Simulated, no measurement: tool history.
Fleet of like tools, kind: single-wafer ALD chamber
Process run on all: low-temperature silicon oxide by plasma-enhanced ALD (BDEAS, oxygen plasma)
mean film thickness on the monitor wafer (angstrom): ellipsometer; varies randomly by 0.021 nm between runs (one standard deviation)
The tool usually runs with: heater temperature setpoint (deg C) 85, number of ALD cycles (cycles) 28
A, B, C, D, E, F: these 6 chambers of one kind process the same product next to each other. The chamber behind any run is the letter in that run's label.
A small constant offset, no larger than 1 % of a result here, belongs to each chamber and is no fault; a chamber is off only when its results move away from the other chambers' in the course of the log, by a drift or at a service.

run	hour	heater temperature setpoint (deg C)	number of ALD cycles (cycles)	hours since the last thermocouple change	read-back reference wafer on the same gauge, thickness_nm	mean film thickness on the monitor wafer (angstrom)
1A	10.5	85	28	954.8	3.981	42.121
2F	16.9	85	28	189.3	3.986	42.53
3E	29.8	85	28	836.6	3.9745	42.22
4D	39.8	85	28	1369.4	3.9795	41.987
5B	48.2	85	28	1283.7	3.9778	42.232
6C	57.2	85	28	203.4	3.9776	42.055
7B	69.6	85	28	1305.1	3.9799	42.021
8F	82.3	85	28	254.7	3.9792	42.585
9C	88.3	85	28	234.5	3.9861	41.733
10A	99.2	93	24	1043.5	3.985	35.06
11D	107.2	93	24	1436.8	3.9761	34.985
12E	113.2	93	24	920	3.9758	35.565
13F	124.5	93	24	296.9	3.9793	35.457
14D	133.9	93	24	1463.5	3.9762	35.105
15A	141	93	24	1085.3	3.9813	35.281
16C	152.2	85	28	298.4	3.9818	41.771
17E	164.9	85	28	971.7	3.9777	42.404
18B	173.6	85	28	1409.1	3.9795	42.307
19F	179.7	85	28	352.1	3.9717	42.505
20C	188.1	85	28	334.3	3.9831	41.649
21A	197.7	85	28	1142	3.9821	42.248
22B	203.7	85	28	1439.2	3.9793	42.121
23D	211	85	28	1540.6	3.985	41.96
24E	221.3	85	28	1028.1	3.9812	42.334
25F	232.7	85	28	405.1	3.9775	42.282
26B	238.9	85	28	1474.4	3.9775	42.366
27A	247.5	85	28	1191.8	3.9823	42.192
28E	255.5	85	28	1062.3	3.9856	42.237
29C	266.3	85	28	412.5	3.9766	41.752
30D	274.8	85	28	1604.4	3.9831	41.856
31D	282.1	85	28	1611.7	3.9819	42.04
32E	290	78	33	1096.8	3.9807	51.025
33B	300.4	78	33	1535.9	3.9834	50.846
34F	311.3	78	33	483.7	3.981	51.77
# hour 313.8: chamber A: thermocouple changed; heater temperature recalibrated
35A	320	78	33	6.2	3.9869	51.605
36C	331.9	78	33	478.1	3.9814	50.467

For the next run the whole fleet of 6 chambers uses the same settings. Give each chamber's results:
37A	341.3	85	28			?
37B	341.3	85	28			?
37C	341.3	85	28			?
37D	341.3	85	28			?
37E	341.3	85	28			?
37F	341.3	85	28			?

run	mean film thickness on the monitor wafer (angstrom)
37A	42.324
37B	42.515
37C	42.182
37D	41.962
37E	42.634
37F	42.509
